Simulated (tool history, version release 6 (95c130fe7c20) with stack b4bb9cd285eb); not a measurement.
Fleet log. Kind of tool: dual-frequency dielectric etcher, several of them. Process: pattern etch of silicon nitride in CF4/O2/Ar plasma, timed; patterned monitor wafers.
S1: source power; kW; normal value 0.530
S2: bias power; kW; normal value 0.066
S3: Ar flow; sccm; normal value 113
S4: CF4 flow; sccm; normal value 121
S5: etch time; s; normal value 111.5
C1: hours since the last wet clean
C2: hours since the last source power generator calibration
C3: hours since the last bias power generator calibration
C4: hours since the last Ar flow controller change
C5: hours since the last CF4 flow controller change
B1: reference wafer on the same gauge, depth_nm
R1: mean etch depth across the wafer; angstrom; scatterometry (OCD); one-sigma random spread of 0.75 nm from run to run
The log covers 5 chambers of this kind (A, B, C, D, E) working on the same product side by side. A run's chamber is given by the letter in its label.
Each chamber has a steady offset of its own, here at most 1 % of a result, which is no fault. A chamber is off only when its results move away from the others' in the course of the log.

run   hour     S1     S2   S3   S4     S5     C1      C2      C3      C4      C5      B1      R1
 1B    8.1  0.530  0.066  113  121  111.5  389.5  1415.5   617.5  3759.9  1692.0  281.93  2482.6
 2E   19.2  0.530  0.066  113  121  111.5  379.8  3037.7  1048.2   919.1  4914.4  282.00  2482.2
      22.8  -- chamber B: wet clean of the chamber
 3C   33.2  0.530  0.066  113  121  111.5  136.2  1355.8  1912.9  1134.0  2042.0  282.16  2481.1
 4D   40.9  0.530  0.066  113  121  111.5  404.2   579.0  3732.9  3420.4   836.7  281.77  2511.9
 5A   53.3  0.530  0.066  113  121  111.5  175.9  2486.7  3400.0  1345.2  4449.6  281.94  2493.1
      61.4  -- chamber E: wet clean of the chamber
 6D   66.9  0.530  0.066  113  121  111.5  430.2   605.0  3758.9  3446.4   862.7  281.94  2510.4
 7E   73.8  0.530  0.066  113  121  111.5   12.4  3092.3  1102.8   973.7  4969.0  281.95  2480.2
 8B   80.9  0.530  0.066  113  121  111.5   58.2  1488.3   690.3  3832.7  1764.8  282.12  2493.2
 9A   94.9  0.530  0.066  113  121  111.5  217.5  2528.3  3441.6  1386.8  4491.2  282.19  2482.6
10C  108.1  0.530  0.066  113  121  111.5  211.1  1430.7  1987.8  1208.9  2116.9  282.10  2481.1
11A  120.3  0.530  0.066  113  121  111.5  242.9  2553.7  3467.0  1412.2  4516.6  281.77  2482.9
12B  132.6  0.530  0.066  113  121  111.5  109.9  1540.0   742.0  3884.4  1816.5  282.04  2495.2
13E  141.1  0.530  0.066  113  121  111.5   79.7  3159.6  1170.1  1041.0  5036.3  281.93  2485.4
14C  149.9  0.530  0.066  113  121  111.5  252.9  1472.5  2029.6  1250.7  2158.7  282.06  2483.5
15D  157.4  0.530  0.066  113  121  111.5  520.7   695.5  3849.4  3536.9   953.2  281.93  2508.2
16B  165.5  0.530  0.066  113  121  111.5  142.8  1572.9   774.9  3917.3  1849.4  281.79  2493.8
17C  176.1  0.530  0.066  113  121  111.5  279.1  1498.7  2055.8  1276.9  2184.9  282.03  2478.2
18D  187.5  0.530  0.066  113  121  111.5  550.8   725.6  3879.5  3567.0   983.3  282.07  2506.2
     191.9  -- chamber E: source power generator calibrated
19A  201.2  0.530  0.066  113  121  111.5  323.8  2634.6  3547.9  1493.1  4597.5  281.95  2489.3
20E  208.5  0.530  0.066  113  121  111.5  147.1    16.6  1237.5  1108.4  5103.7  281.97  2585.2
21B  222.0  0.530  0.066  113  121  111.5  199.3  1629.4   831.4  3973.8  1905.9  281.97  2489.0
     225.9  -- chamber E: CF4 flow controller replaced
22E  234.4  0.530  0.066  113  121  111.5  173.0    42.5  1263.4  1134.3     8.6  281.85  2599.7
23D  240.7  0.530  0.052  113  121   92.0  604.0   778.8  3932.7  3620.2  1036.5  281.98  1898.2
24C  254.4  0.530  0.052  113  121   92.0  357.4  1577.0  2134.1  1355.2  2263.2  282.14  1874.6
     265.3  -- chamber A: bias power generator calibrated
     266.7  -- chamber C: wet clean of the chamber
25A  267.3  0.530  0.052  113  121   92.0  389.9  2700.7     2.1  1559.2  4663.6  281.88  1878.7
26C  278.0  0.530  0.052  113  121   92.0   11.3  1600.6  2157.7  1378.8  2286.8  281.93  1875.3
     284.3  -- chamber B: CF4 flow controller replaced
27D  291.6  0.530  0.052  113  121   92.0  654.9   829.7  3983.6  3671.1  1087.4  282.07  1891.8
28E  304.6  0.530  0.066  113  121  111.5  243.2   112.7  1333.6  1204.5    78.8  282.19  2583.8
29A  314.4  0.530  0.054  113  121  111.5  437.0  2747.8    49.2  1606.3  4710.7  282.04  2293.7
30B  321.2  0.530  0.054  113  121  111.5  298.5  1728.6   930.6  4073.0    36.9  282.06  2310.7
31A  333.9  0.530  0.054  113  121  111.5  456.5  2767.3    68.7  1625.8  4730.2  281.93  2295.8
32B  345.8  0.530  0.054  113  121  111.5  323.1  1753.2   955.2  4097.6    61.5  281.83  2320.0
33E  358.7  0.530  0.054  113  121  111.5  297.3   166.8  1387.7  1258.6   132.9  282.14  2393.6

Is one chamber out of step, is the gauge drifting, or do the chambers differ by no more than their own small offsets? For an off chamber, give its letter and the likeliest cause.

Chamber E came out of a service off from its peers and stayed that way.
Likeliest cause: source power that arrives over what is set, % = 4.84.

Chamber E could run next with any of the 4 candidate recipes listed below; each alters the usual settings, and their results appear as question marks. Which one brings its results back in line with what the other chambers deliver on the usual settings?
In line means no further than this from the other chambers' mean on the usual settings: R1 26.0 angstrom
34E-1  369.0  0.510  0.066  114  120  111.5                           ?
34E-2  369.0  0.530  0.067  113  121  115.0                           ?
34E-3  369.0  0.530  0.066  113  121  113.0                           ?
34E-4  369.0  0.530  0.066  128  121  111.5                           ?

The mean the other chambers reach with the usual settings: R1 2495.1 angstrom
  run      R1
34E-1  2498.6
34E-2  2684.2
34E-3  2622.3
34E-4  2551.2
It is 34E-1 that realigns the chamber with its peers.
